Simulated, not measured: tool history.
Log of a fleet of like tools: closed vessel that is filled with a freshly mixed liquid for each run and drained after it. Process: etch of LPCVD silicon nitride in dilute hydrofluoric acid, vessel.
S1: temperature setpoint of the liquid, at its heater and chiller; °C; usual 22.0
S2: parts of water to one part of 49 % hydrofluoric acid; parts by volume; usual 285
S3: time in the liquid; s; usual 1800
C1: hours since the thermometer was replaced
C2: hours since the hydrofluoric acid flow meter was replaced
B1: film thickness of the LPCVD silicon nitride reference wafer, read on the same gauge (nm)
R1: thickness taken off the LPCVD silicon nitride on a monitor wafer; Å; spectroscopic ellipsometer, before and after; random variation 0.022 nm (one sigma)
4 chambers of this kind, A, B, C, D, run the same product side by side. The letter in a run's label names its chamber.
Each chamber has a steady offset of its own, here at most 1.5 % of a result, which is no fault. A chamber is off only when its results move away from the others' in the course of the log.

run 1C hour=3.3 | S1=22.0 S2=285 S3=1800 | C1=996.5 C2=73.8 | B1=40.048 | R1=30.269
run 2D hour=8.2 | S1=22.0 S2=285 S3=1800 | C1=611.8 C2=465.8 | B1=39.993 | R1=29.908
run 3A hour=12.2 | S1=22.0 S2=285 S3=1800 | C1=1928.0 C2=895.5 | B1=39.967 | R1=30.217
run 4B hour=19.0 | S1=22.0 S2=285 S3=1800 | C1=1561.3 C2=743.4 | B1=40.009 | R1=30.422
run 5B hour=24.6 | S1=22.0 S2=285 S3=1800 | C1=1566.9 C2=749.0 | B1=40.027 | R1=30.402
run 6D hour=29.5 | S1=22.0 S2=285 S3=1800 | C1=633.1 C2=487.1 | B1=39.951 | R1=30.239
run 7A hour=36.3 | S1=22.0 S2=285 S3=1800 | C1=1952.1 C2=919.6 | B1=40.020 | R1=30.531
-- hour=37.1 chamber A: thermometer replaced
run 8C hour=39.4 | S1=22.0 S2=285 S3=1800 | C1=1032.6 C2=109.9 | B1=39.987 | R1=30.373
run 9A hour=45.0 | S1=22.0 S2=285 S3=1800 | C1=7.9 C2=928.3 | B1=40.020 | R1=29.857
run 10B hour=51.8 | S1=22.0 S2=285 S3=1800 | C1=1594.1 C2=776.2 | B1=39.980 | R1=30.077
run 11C hour=55.4 | S1=22.0 S2=285 S3=1800 | C1=1048.6 C2=125.9 | B1=40.001 | R1=29.983
run 12D hour=58.4 | S1=18.0 S2=350 S3=1800 | C1=662.0 C2=516.0 | B1=39.998 | R1=19.270
run 13C hour=65.2 | S1=18.0 S2=350 S3=1800 | C1=1058.4 C2=135.7 | B1=39.947 | R1=18.825
run 14D hour=68.7 | S1=18.0 S2=350 S3=1800 | C1=672.3 C2=526.3 | B1=40.036 | R1=19.236
run 15B hour=72.8 | S1=18.0 S2=350 S3=1800 | C1=1615.1 C2=797.2 | B1=39.978 | R1=19.477
run 16A hour=77.0 | S1=22.0 S2=285 S3=1800 | C1=39.9 C2=960.3 | B1=39.972 | R1=29.595
-- hour=81.1 chamber D: thermometer replaced
run 17A hour=83.6 | S1=22.0 S2=285 S3=1800 | C1=46.5 C2=966.9 | B1=39.945 | R1=29.561
run 18C hour=87.1 | S1=22.0 S2=285 S3=1800 | C1=1080.3 C2=157.6 | B1=39.989 | R1=30.150
run 19B hour=91.6 | S1=22.0 S2=285 S3=1800 | C1=1633.9 C2=816.0 | B1=39.966 | R1=30.377
run 20D hour=95.0 | S1=25.5 S2=410 S3=1800 | C1=14.0 C2=552.6 | B1=39.989 | R1=25.960
run 21C hour=99.1 | S1=25.5 S2=410 S3=1800 | C1=1092.3 C2=169.6 | B1=39.990 | R1=25.790
run 22B hour=102.3 | S1=25.5 S2=410 S3=1800 | C1=1644.6 C2=826.7 | B1=39.993 | R1=26.290
run 23A hour=105.4 | S1=25.5 S2=410 S3=1800 | C1=68.3 C2=988.7 | B1=40.004 | R1=25.321
run 24D hour=109.9 | S1=22.0 S2=285 S3=1800 | C1=28.9 C2=567.5 | B1=39.972 | R1=30.043
run 25B hour=113.8 | S1=22.0 S2=285 S3=1800 | C1=1656.1 C2=838.2 | B1=39.981 | R1=30.187
run 26A hour=119.6 | S1=22.0 S2=285 S3=1800 | C1=82.5 C2=1002.9 | B1=39.988 | R1=29.214
run 27D hour=125.8 | S1=22.0 S2=285 S3=1800 | C1=44.8 C2=583.4 | B1=40.009 | R1=30.383
run 28C hour=131.6 | S1=22.0 S2=285 S3=1800 | C1=1124.8 C2=202.1 | B1=39.990 | R1=29.750
run 29D hour=135.0 | S1=22.0 S2=285 S3=2265 | C1=54.0 C2=592.6 | B1=40.003 | R1=37.875
run 30A hour=138.8 | S1=22.0 S2=285 S3=2265 | C1=101.7 C2=1022.1 | B1=39.993 | R1=36.412
run 31C hour=144.7 | S1=22.0 S2=285 S3=2265 | C1=1137.9 C2=215.2 | B1=40.014 | R1=38.046
run 32B hour=150.8 | S1=22.0 S2=285 S3=2265 | C1=1693.1 C2=875.2 | B1=39.998 | R1=38.190
run 33D hour=154.0 | S1=22.0 S2=285 S3=1800 | C1=73.0 C2=611.6 | B1=40.018 | R1=30.564
run 34B hour=160.1 | S1=25.5 S2=285 S3=1800 | C1=1702.4 C2=884.5 | B1=39.984 | R1=36.915
run 35A hour=163.6 | S1=25.5 S2=285 S3=1800 | C1=126.5 C2=1046.9 | B1=39.963 | R1=35.546
run 36C hour=167.0 | S1=25.5 S2=285 S3=1800 | C1=1160.2 C2=237.5 | B1=40.020 | R1=37.444
run 37B hour=172.2 | S1=25.5 S2=285 S3=1800 | C1=1714.5 C2=896.6 | B1=40.022 | R1=37.702

Next, every chamber runs the same settings. What will each give?
run 38A hour=177.1 | S1=22.0 S2=285 S3=745 | R1=?
run 38B hour=177.1 | S1=22.0 S2=285 S3=745 | R1=?
run 38C hour=177.1 | S1=22.0 S2=285 S3=745 | R1=?
run 38D hour=177.1 | S1=22.0 S2=285 S3=745 | R1=?

run=38A R1=11.757
run=38B R1=12.660
run=38C R1=12.401
run=38D R1=12.447
